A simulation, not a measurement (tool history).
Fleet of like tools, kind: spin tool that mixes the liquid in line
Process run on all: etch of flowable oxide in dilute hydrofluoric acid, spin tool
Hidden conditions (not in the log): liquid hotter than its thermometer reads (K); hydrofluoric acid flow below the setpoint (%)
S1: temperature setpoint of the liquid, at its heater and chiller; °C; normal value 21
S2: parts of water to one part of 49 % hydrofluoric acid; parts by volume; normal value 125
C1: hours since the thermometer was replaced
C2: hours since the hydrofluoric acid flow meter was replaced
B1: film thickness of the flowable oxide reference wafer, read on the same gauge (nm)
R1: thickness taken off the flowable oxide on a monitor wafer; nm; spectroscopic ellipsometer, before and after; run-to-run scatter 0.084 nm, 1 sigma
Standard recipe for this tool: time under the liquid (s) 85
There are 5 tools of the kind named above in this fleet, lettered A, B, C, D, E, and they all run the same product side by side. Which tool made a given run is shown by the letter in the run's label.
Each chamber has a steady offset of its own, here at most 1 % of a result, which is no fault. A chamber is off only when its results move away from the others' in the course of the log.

run 1B day=0.521 | S1=21 S2=125 time_under_the_liquid_(s)=85 | C1=326.3 C2=1597.4 | B1=130.01 | R1=21.274
run 2A day=0.875 | S1=21 S2=125 time_under_the_liquid_(s)=85 | C1=138.2 C2=754 | B1=130 | R1=21.538
run 3D day=1.317 | S1=21 S2=125 time_under_the_liquid_(s)=85 | C1=558 C2=1079.8 | B1=130.01 | R1=21.264
run 4C day=1.604 | S1=21 S2=125 time_under_the_liquid_(s)=85 | C1=231.4 C2=48.9 | B1=129.99 | R1=21.244
run 5E day=2.138 | S1=21 S2=125 time_under_the_liquid_(s)=85 | C1=318.2 C2=68 | B1=129.98 | R1=21.3
run 6A day=2.429 | S1=21 S2=125 time_under_the_liquid_(s)=85 | C1=175.5 C2=791.3 | B1=130 | R1=21.538
run 7C day=2.712 | S1=21 S2=125 time_under_the_liquid_(s)=85 | C1=258 C2=75.5 | B1=130 | R1=21.319
run 8B day=3.2 | S1=21 S2=125 time_under_the_liquid_(s)=85 | C1=390.6 C2=1661.7 | B1=130.01 | R1=21.303
run 9D day=3.7 | S1=21 S2=125 time_under_the_liquid_(s)=85 | C1=615.2 C2=1137 | B1=129.98 | R1=21.309
run 10E day=4.104 | S1=21 S2=125 time_under_the_liquid_(s)=85 | C1=365.4 C2=115.2 | B1=130.01 | R1=21.589
run 11D day=4.496 | S1=21 S2=125 time_under_the_liquid_(s)=85 | C1=634.3 C2=1156.1 | B1=130.01 | R1=21.274
run 12C day=4.871 | S1=21 S2=125 time_under_the_liquid_(s)=85 | C1=309.8 C2=127.3 | B1=130.01 | R1=21.153
run 13B day=5.175 | S1=21 S2=125 time_under_the_liquid_(s)=85 | C1=438 C2=1709.1 | B1=130.01 | R1=21.395
-- day=5.338 chamber B: hydrofluoric acid flow meter replaced
run 14E day=5.621 | S1=21 S2=125 time_under_the_liquid_(s)=85 | C1=401.8 C2=151.6 | B1=129.99 | R1=21.387
run 15A day=6.033 | S1=21 S2=125 time_under_the_liquid_(s)=85 | C1=262 C2=877.8 | B1=129.99 | R1=21.577
run 16B day=6.438 | S1=21 S2=125 time_under_the_liquid_(s)=85 | C1=468.3 C2=26.5 | B1=130.01 | R1=21.238
run 17D day=7.054 | S1=21 S2=125 time_under_the_liquid_(s)=85 | C1=695.7 C2=1217.5 | B1=130.01 | R1=21.317
run 18C day=7.504 | S1=21 S2=125 time_under_the_liquid_(s)=85 | C1=373 C2=190.5 | B1=130.01 | R1=21.165
run 19E day=7.833 | S1=21 S2=125 time_under_the_liquid_(s)=85 | C1=454.9 C2=204.7 | B1=130 | R1=21.496
run 20A day=8.379 | S1=21 S2=125 time_under_the_liquid_(s)=85 | C1=318.3 C2=934.1 | B1=130 | R1=21.329
run 21B day=8.829 | S1=21 S2=125 time_under_the_liquid_(s)=85 | C1=525.7 C2=83.9 | B1=129.99 | R1=21.331
run 22C day=9.342 | S1=21 S2=125 time_under_the_liquid_(s)=85 | C1=417.1 C2=234.6 | B1=129.99 | R1=21.178
-- day=9.417 chamber B: thermometer replaced
run 23D day=9.742 | S1=21 S2=125 time_under_the_liquid_(s)=85 | C1=760.2 C2=1282 | B1=130 | R1=21.169
run 24E day=10.325 | S1=21 S2=125 time_under_the_liquid_(s)=85 | C1=514.7 C2=264.5 | B1=130 | R1=21.244
-- day=10.517 chamber D: thermometer replaced
run 25A day=10.671 | S1=21 S2=125 time_under_the_liquid_(s)=85 | C1=373.3 C2=989.1 | B1=130.01 | R1=21.509
run 26A day=11.146 | S1=21 S2=125 time_under_the_liquid_(s)=85 | C1=384.7 C2=1000.5 | B1=129.99 | R1=21.392
run 27D day=11.612 | S1=21 S2=125 time_under_the_liquid_(s)=85 | C1=26.3 C2=1326.9 | B1=130.01 | R1=21.248
run 28E day=11.904 | S1=21 S2=125 time_under_the_liquid_(s)=85 | C1=552.6 C2=302.4 | B1=130.02 | R1=21.438
run 29C day=12.329 | S1=21 S2=125 time_under_the_liquid_(s)=85 | C1=488.8 C2=306.3 | B1=129.99 | R1=21.367
run 30B day=12.908 | S1=21 S2=125 time_under_the_liquid_(s)=85 | C1=83.8 C2=181.8 | B1=130 | R1=21.308
run 31D day=13.275 | S1=21 S2=125 time_under_the_liquid_(s)=85 | C1=66.2 C2=1366.8 | B1=130.02 | R1=21.329
run 32E day=13.775 | S1=21 S2=125 time_under_the_liquid_(s)=85 | C1=597.5 C2=347.3 | B1=130 | R1=21.286
run 33C day=14.408 | S1=21 S2=125 time_under_the_liquid_(s)=85 | C1=538.7 C2=356.2 | B1=130.01 | R1=21.072

Is one chamber out of step, is the gauge drifting, or do the chambers differ by no more than their own small offsets? For an off chamber, give its letter and the likeliest cause.

No chamber stands off beyond its own small offset, and the gauge holds steady.
